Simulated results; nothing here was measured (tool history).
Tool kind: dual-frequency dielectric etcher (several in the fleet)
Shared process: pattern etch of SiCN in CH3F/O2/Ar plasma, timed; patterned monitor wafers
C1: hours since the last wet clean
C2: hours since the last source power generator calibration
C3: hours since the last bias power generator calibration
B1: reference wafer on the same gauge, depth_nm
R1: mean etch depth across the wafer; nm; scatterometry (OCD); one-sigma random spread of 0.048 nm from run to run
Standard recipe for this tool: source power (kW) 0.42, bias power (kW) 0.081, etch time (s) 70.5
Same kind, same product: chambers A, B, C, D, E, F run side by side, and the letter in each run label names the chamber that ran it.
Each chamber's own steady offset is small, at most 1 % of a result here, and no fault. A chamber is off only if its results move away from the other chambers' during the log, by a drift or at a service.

{"run": "1A", "hour": 12.5, "source power (kW)": 0.42, "bias power (kW)": 0.081, "etch time (s)": 70.5, "C1": 160.4, "C2": 778.4, "C3": 424.4, "B1": 23.791, "R1": 28.194}
{"run": "2D", "hour": 18.9, "source power (kW)": 0.42, "bias power (kW)": 0.081, "etch time (s)": 70.5, "C1": 401.6, "C2": 1869.6, "C3": 1258.2, "B1": 23.794, "R1": 28.029}
{"hour": 24.9, "done": "chamber D: source power generator calibrated"}
{"run": "3F", "hour": 33.1, "source power (kW)": 0.42, "bias power (kW)": 0.081, "etch time (s)": 70.5, "C1": 440.4, "C2": 1797.5, "C3": 1660.6, "B1": 23.792, "R1": 28.008}
{"run": "4E", "hour": 45.7, "source power (kW)": 0.42, "bias power (kW)": 0.081, "etch time (s)": 70.5, "C1": 460.3, "C2": 1654.5, "C3": 2020, "B1": 23.793, "R1": 27.964}
{"hour": 46.7, "done": "chamber F: wet clean of the chamber"}
{"run": "5B", "hour": 59.6, "source power (kW)": 0.42, "bias power (kW)": 0.081, "etch time (s)": 70.5, "C1": 239.9, "C2": 2867.5, "C3": 3504.6, "B1": 23.773, "R1": 27.917}
{"run": "6C", "hour": 69.0, "source power (kW)": 0.42, "bias power (kW)": 0.081, "etch time (s)": 70.5, "C1": 284.3, "C2": 3904.2, "C3": 277.2, "B1": 23.78, "R1": 28.26}
{"run": "7A", "hour": 78.1, "source power (kW)": 0.42, "bias power (kW)": 0.081, "etch time (s)": 70.5, "C1": 226, "C2": 844, "C3": 490, "B1": 23.765, "R1": 28.023}
{"run": "8D", "hour": 86.8, "source power (kW)": 0.42, "bias power (kW)": 0.097, "etch time (s)": 58.5, "C1": 469.5, "C2": 61.9, "C3": 1326.1, "B1": 23.772, "R1": 24.794}
{"run": "9B", "hour": 94.3, "source power (kW)": 0.42, "bias power (kW)": 0.097, "etch time (s)": 58.5, "C1": 274.6, "C2": 2902.2, "C3": 3539.3, "B1": 23.772, "R1": 24.774}
{"run": "10F", "hour": 102.3, "source power (kW)": 0.42, "bias power (kW)": 0.097, "etch time (s)": 58.5, "C1": 55.7, "C2": 1866.7, "C3": 1729.8, "B1": 23.75, "R1": 24.751}
{"run": "11E", "hour": 109.1, "source power (kW)": 0.42, "bias power (kW)": 0.097, "etch time (s)": 58.5, "C1": 523.7, "C2": 1717.9, "C3": 2083.4, "B1": 23.757, "R1": 24.874}
{"run": "12C", "hour": 120.1, "source power (kW)": 0.42, "bias power (kW)": 0.097, "etch time (s)": 58.5, "C1": 335.4, "C2": 3955.3, "C3": 328.3, "B1": 23.748, "R1": 25.016}
{"run": "13A", "hour": 128.6, "source power (kW)": 0.42, "bias power (kW)": 0.097, "etch time (s)": 58.5, "C1": 276.5, "C2": 894.5, "C3": 540.5, "B1": 23.76, "R1": 24.819}
{"run": "14F", "hour": 140.0, "source power (kW)": 0.42, "bias power (kW)": 0.081, "etch time (s)": 70.5, "C1": 93.4, "C2": 1904.4, "C3": 1767.5, "B1": 23.739, "R1": 27.927}
{"run": "15E", "hour": 152.9, "source power (kW)": 0.42, "bias power (kW)": 0.081, "etch time (s)": 70.5, "C1": 567.5, "C2": 1761.7, "C3": 2127.2, "B1": 23.74, "R1": 28.005}
{"run": "16C", "hour": 164.5, "source power (kW)": 0.42, "bias power (kW)": 0.081, "etch time (s)": 70.5, "C1": 379.8, "C2": 3999.7, "C3": 372.7, "B1": 23.737, "R1": 28.059}
{"run": "17B", "hour": 176.9, "source power (kW)": 0.42, "bias power (kW)": 0.081, "etch time (s)": 70.5, "C1": 357.2, "C2": 2984.8, "C3": 3621.9, "B1": 23.733, "R1": 27.856}
{"hour": 182.5, "done": "chamber D: wet clean of the chamber"}
{"run": "18D", "hour": 189.4, "source power (kW)": 0.42, "bias power (kW)": 0.081, "etch time (s)": 70.5, "C1": 6.9, "C2": 164.5, "C3": 1428.7, "B1": 23.73, "R1": 27.894}
{"hour": 195.8, "done": "chamber C: source power generator calibrated"}
{"run": "19D", "hour": 199.2, "source power (kW)": 0.42, "bias power (kW)": 0.097, "etch time (s)": 70.5, "C1": 16.7, "C2": 174.3, "C3": 1438.5, "B1": 23.726, "R1": 29.788}
{"run": "20F", "hour": 206.5, "source power (kW)": 0.42, "bias power (kW)": 0.097, "etch time (s)": 70.5, "C1": 159.9, "C2": 1970.9, "C3": 1834, "B1": 23.726, "R1": 29.863}
{"hour": 211.8, "done": "chamber B: source power generator calibrated"}
{"run": "21A", "hour": 214.6, "source power (kW)": 0.42, "bias power (kW)": 0.097, "etch time (s)": 70.5, "C1": 362.5, "C2": 980.5, "C3": 626.5, "B1": 23.723, "R1": 29.892}
{"run": "22E", "hour": 224.7, "source power (kW)": 0.42, "bias power (kW)": 0.097, "etch time (s)": 70.5, "C1": 639.3, "C2": 1833.5, "C3": 2199, "B1": 23.721, "R1": 29.875}
{"hour": 231.2, "done": "chamber E: wet clean of the chamber"}
{"run": "23B", "hour": 234.8, "source power (kW)": 0.42, "bias power (kW)": 0.097, "etch time (s)": 70.5, "C1": 415.1, "C2": 23.1, "C3": 3679.8, "B1": 23.716, "R1": 29.747}
{"hour": 240.8, "done": "chamber B: wet clean of the chamber"}
{"run": "24C", "hour": 243.1, "source power (kW)": 0.42, "bias power (kW)": 0.097, "etch time (s)": 70.5, "C1": 458.4, "C2": 47.3, "C3": 451.3, "B1": 23.696, "R1": 30.041}
{"run": "25C", "hour": 249.4, "source power (kW)": 0.42, "bias power (kW)": 0.081, "etch time (s)": 70.5, "C1": 464.7, "C2": 53.6, "C3": 457.6, "B1": 23.697, "R1": 28.112}
{"run": "26B", "hour": 261.7, "source power (kW)": 0.52, "bias power (kW)": 0.081, "etch time (s)": 70.5, "C1": 20.9, "C2": 50, "C3": 3706.7, "B1": 23.696, "R1": 30.176}
{"run": "27F", "hour": 273.6, "source power (kW)": 0.52, "bias power (kW)": 0.081, "etch time (s)": 70.5, "C1": 227, "C2": 2038, "C3": 1901.1, "B1": 23.696, "R1": 30.217}
{"run": "28D", "hour": 286.3, "source power (kW)": 0.52, "bias power (kW)": 0.081, "etch time (s)": 70.5, "C1": 103.8, "C2": 261.4, "C3": 1525.6, "B1": 23.691, "R1": 30.148}
{"run": "29E", "hour": 293.9, "source power (kW)": 0.52, "bias power (kW)": 0.081, "etch time (s)": 70.5, "C1": 62.7, "C2": 1902.7, "C3": 2268.2, "B1": 23.705, "R1": 30.217}
{"run": "30A", "hour": 303.2, "source power (kW)": 0.52, "bias power (kW)": 0.081, "etch time (s)": 70.5, "C1": 451.1, "C2": 1069.1, "C3": 715.1, "B1": 23.68, "R1": 30.273}
{"run": "31E", "hour": 312.9, "source power (kW)": 0.52, "bias power (kW)": 0.081, "etch time (s)": 70.5, "C1": 81.7, "C2": 1921.7, "C3": 2287.2, "B1": 23.692, "R1": 30.164}
{"run": "32F", "hour": 321.3, "source power (kW)": 0.42, "bias power (kW)": 0.081, "etch time (s)": 70.5, "C1": 274.7, "C2": 2085.7, "C3": 1948.8, "B1": 23.677, "R1": 27.883}
{"run": "33A", "hour": 333.6, "source power (kW)": 0.42, "bias power (kW)": 0.081, "etch time (s)": 70.5, "C1": 481.5, "C2": 1099.5, "C3": 745.5, "B1": 23.684, "R1": 27.898}
{"run": "34B", "hour": 345.8, "source power (kW)": 0.42, "bias power (kW)": 0.073, "etch time (s)": 70.5, "C1": 105, "C2": 134.1, "C3": 3790.8, "B1": 23.67, "R1": 26.784}
{"run": "35C", "hour": 355.5, "source power (kW)": 0.42, "bias power (kW)": 0.073, "etch time (s)": 70.5, "C1": 570.8, "C2": 159.7, "C3": 563.7, "B1": 23.668, "R1": 26.896}
{"run": "36D", "hour": 367.1, "source power (kW)": 0.42, "bias power (kW)": 0.073, "etch time (s)": 70.5, "C1": 184.6, "C2": 342.2, "C3": 1606.4, "B1": 23.661, "R1": 26.833}
{"run": "37E", "hour": 377.8, "source power (kW)": 0.42, "bias power (kW)": 0.073, "etch time (s)": 70.5, "C1": 146.6, "C2": 1986.6, "C3": 2352.1, "B1": 23.662, "R1": 26.783}
{"run": "38B", "hour": 390.3, "source power (kW)": 0.42, "bias power (kW)": 0.073, "etch time (s)": 70.5, "C1": 149.5, "C2": 178.6, "C3": 3835.3, "B1": 23.66, "R1": 26.673}
{"run": "39A", "hour": 403.7, "source power (kW)": 0.42, "bias power (kW)": 0.073, "etch time (s)": 70.5, "C1": 551.6, "C2": 1169.6, "C3": 815.6, "B1": 23.647, "R1": 26.955}
{"run": "40C", "hour": 411.8, "source power (kW)": 0.42, "bias power (kW)": 0.081, "etch time (s)": 70.5, "C1": 627.1, "C2": 216, "C3": 620, "B1": 23.646, "R1": 28.077}
{"run": "41D", "hour": 421.5, "source power (kW)": 0.5, "bias power (kW)": 0.081, "etch time (s)": 76.5, "C1": 239, "C2": 396.6, "C3": 1660.8, "B1": 23.638, "R1": 32.176}
{"hour": 426.5, "done": "chamber F: wet clean of the chamber"}
{"run": "42F", "hour": 429.0, "source power (kW)": 0.5, "bias power (kW)": 0.081, "etch time (s)": 76.5, "C1": 2.6, "C2": 2193.4, "C3": 2056.5, "B1": 23.644, "R1": 32.22}
{"run": "43D", "hour": 436.3, "source power (kW)": 0.5, "bias power (kW)": 0.081, "etch time (s)": 76.5, "C1": 253.8, "C2": 411.4, "C3": 1675.6, "B1": 23.64, "R1": 32.242}

One chamber off, gauge drift, or nothing amiss beyond the chambers' own small offsets? If it is a chamber, which one, and what is the likeliest cause?

It is the gauge, not a chamber: its drift shows up in every chamber's results at once, and no chamber is off.
Likeliest cause: gauge reads low (%) = 0.7.
